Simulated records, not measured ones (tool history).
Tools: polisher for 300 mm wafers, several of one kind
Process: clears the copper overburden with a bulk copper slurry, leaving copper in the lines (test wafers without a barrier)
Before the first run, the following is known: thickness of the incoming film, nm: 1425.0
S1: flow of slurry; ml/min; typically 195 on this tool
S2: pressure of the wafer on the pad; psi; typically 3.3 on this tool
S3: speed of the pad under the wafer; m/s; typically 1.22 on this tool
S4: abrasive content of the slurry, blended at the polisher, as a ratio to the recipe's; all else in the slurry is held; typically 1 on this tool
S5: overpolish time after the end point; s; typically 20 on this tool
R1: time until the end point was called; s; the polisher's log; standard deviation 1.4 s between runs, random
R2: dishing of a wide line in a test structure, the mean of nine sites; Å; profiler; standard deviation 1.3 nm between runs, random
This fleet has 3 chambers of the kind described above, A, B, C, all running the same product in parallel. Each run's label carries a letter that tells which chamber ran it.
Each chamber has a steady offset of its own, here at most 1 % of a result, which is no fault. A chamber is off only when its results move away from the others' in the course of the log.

run 1C hour=11 | S1=195 S2=3.3 S3=1.22 S4=1 S5=20 | R1=111.27 R2=928.4
-- hour=12.1 chamber B: worn pad replaced by a new one
run 2B hour=19.2 | S1=195 S2=3.3 S3=1.22 S4=1 S5=20 | R1=112.53 R2=949.91
run 3A hour=25.6 | S1=195 S2=3.3 S3=1.22 S4=1 S5=20 | R1=110.68 R2=924.92
run 4C hour=32.2 | S1=195 S2=3.3 S3=1.22 S4=1 S5=20 | R1=112.75 R2=933.6
-- hour=36.8 chamber B: slurry blender recalibrated
run 5B hour=38.2 | S1=195 S2=3.3 S3=1.22 S4=1 S5=20 | R1=109.54 R2=941.7
-- hour=43.8 chamber A: worn pad replaced by a new one
run 6A hour=46 | S1=195 S2=3.3 S3=1.22 S4=1 S5=20 | R1=109.13 R2=929.11
run 7A hour=54 | S1=195 S2=3.3 S3=1.22 S4=1 S5=20 | R1=111.6 R2=955.56
-- hour=61 chamber C: worn pad replaced by a new one
run 8B hour=65.3 | S1=195 S2=3.3 S3=1.22 S4=1 S5=20 | R1=112.14 R2=957.94
run 9C hour=71.6 | S1=195 S2=3.3 S3=1.22 S4=1 S5=20 | R1=109.96 R2=934.9
run 10C hour=77.6 | S1=195 S2=3.3 S3=1.22 S4=1 S5=20 | R1=113.6 R2=939.3
run 11A hour=88.7 | S1=195 S2=3.3 S3=1.22 S4=1 S5=20 | R1=112.95 R2=937.12
run 12B hour=94.6 | S1=195 S2=3.3 S3=1.22 S4=0.75 S5=20 | R1=118.62 R2=898.95
-- hour=101.5 chamber C: head pressure recalibrated
-- hour=104 chamber C: slurry nozzle cleaned
run 13C hour=105.4 | S1=195 S2=3.3 S3=1.22 S4=0.75 S5=20 | R1=107.34 R2=964.58
run 14B hour=115.4 | S1=195 S2=3.3 S3=1.22 S4=0.75 S5=20 | R1=118.06 R2=915.95
run 15A hour=124.9 | S1=195 S2=3.3 S3=1.22 S4=1 S5=20 | R1=113.75 R2=952.18
run 16C hour=130.9 | S1=195 S2=3.3 S3=1.22 S4=1 S5=20 | R1=102.38 R2=987.94
-- hour=138.7 chamber A: slurry blender recalibrated
-- hour=140.5 chamber B: slurry nozzle cleaned
run 17B hour=143.2 | S1=195 S2=3.3 S3=1.22 S4=1 S5=20 | R1=109.74 R2=949.05
-- hour=147.3 chamber B: worn pad replaced by a new one
run 18A hour=148.7 | S1=195 S2=3.3 S3=1.22 S4=1 S5=20 | R1=110.98 R2=940.03
run 19C hour=159.4 | S1=195 S2=3.3 S3=0.88 S4=1 S5=20 | R1=140.83 R2=891.2
run 20A hour=170.2 | S1=195 S2=3.3 S3=0.88 S4=1 S5=20 | R1=154.06 R2=828.73
run 21B hour=176.7 | S1=195 S2=3.3 S3=0.88 S4=1 S5=20 | R1=154.74 R2=844.48
-- hour=178.4 chamber A: worn pad replaced by a new one
-- hour=185 chamber C: worn pad replaced by a new one
run 22C hour=187.4 | S1=195 S2=3.3 S3=1.22 S4=1 S5=20 | R1=101 R2=995.5
run 23A hour=195.4 | S1=195 S2=3.3 S3=1.22 S4=1 S5=20 | R1=109.83 R2=932.61
run 24B hour=207.8 | S1=195 S2=3.3 S3=1.22 S4=1 S5=20 | R1=111.71 R2=960.09
run 25C hour=219.2 | S1=195 S2=3.3 S3=1.22 S4=1 S5=20 | R1=103.93 R2=973.57
run 26A hour=226.9 | S1=195 S2=3.3 S3=1.22 S4=1 S5=20 | R1=113.49 R2=926.8
run 27B hour=232.9 | S1=135 S2=2.8 S3=1.22 S4=1 S5=20 | R1=137.63 R2=834.98
run 28A hour=240.4 | S1=135 S2=2.8 S3=1.22 S4=1 S5=20 | R1=138.7 R2=807.4
run 29B hour=252.4 | S1=135 S2=2.8 S3=1.22 S4=1 S5=20 | R1=137.83 R2=834.31
-- hour=253.4 chamber B: slurry blender recalibrated
run 30C hour=262.7 | S1=195 S2=2.4 S3=1.22 S4=1 S5=20 | R1=144.3 R2=819.06
run 31A hour=269.7 | S1=195 S2=2.4 S3=1.22 S4=1 S5=20 | R1=149.1 R2=770.62
-- hour=275.3 chamber B: worn pad replaced by a new one
run 32B hour=275.3 | S1=195 S2=2.4 S3=1.22 S4=1 S5=20 | R1=153.81 R2=787.65
run 33C hour=284.7 | S1=195 S2=3.3 S3=1.22 S4=1 S5=20 | R1=102.84 R2=968.51
-- hour=288.6 chamber C: slurry blender recalibrated
run 34C hour=290.4 | S1=195 S2=3.3 S3=1.22 S4=1 S5=20 | R1=98.665 R2=990.92
-- hour=300.6 chamber A: worn pad replaced by a new one
run 35A hour=302.5 | S1=195 S2=3.3 S3=1.22 S4=1 S5=20 | R1=109.6 R2=908.17
run 36B hour=309.5 | S1=195 S2=3.3 S3=1.22 S4=1 S5=20 | R1=111.02 R2=952

What goes on in this fleet: one chamber off, a drifting gauge, or nothing beyond the chambers' own small offsets? Name the chamber and the cause, if any.

After it was serviced, chamber C no longer matches the other chambers.
What lies behind it: head's pressure above its setpoint, % = 11.9.

Chamber C could run next with any of the 4 candidate recipes listed below; each alters the usual settings, and their results appear as question marks. Which one brings its results back in line with what the other chambers deliver on the usual settings?
Allowed miss from the other chambers' usual-settings mean, per result, to count as in line: R1 4.9 s; R2 44 Å
run 37C-1 hour=318.4 | S1=195 S2=3.1 S3=1.16 S4=1 S5=19 | R1=? R2=?
run 37C-2 hour=318.4 | S1=195 S2=3.3 S3=1.2 S4=1 S5=20 | R1=? R2=?
run 37C-3 hour=318.4 | S1=195 S2=3.3 S3=1.24 S4=1 S5=20 | R1=? R2=?
run 37C-4 hour=318.4 | S1=195 S2=3.5 S3=1.28 S4=1 S5=21 | R1=? R2=?

The other chambers' mean on the usual settings: R1 111.45 s; R2 937.51 Å
run=37C-1 R1=112.09 R2=920.51
run=37C-2 R1=101.71 R2=981.11
run=37C-3 R1=98.39 R2=991.61
run=37C-4 R1=89.809 R2=1044
Change 37C-1 lands the chamber within the allowed miss of the other chambers.
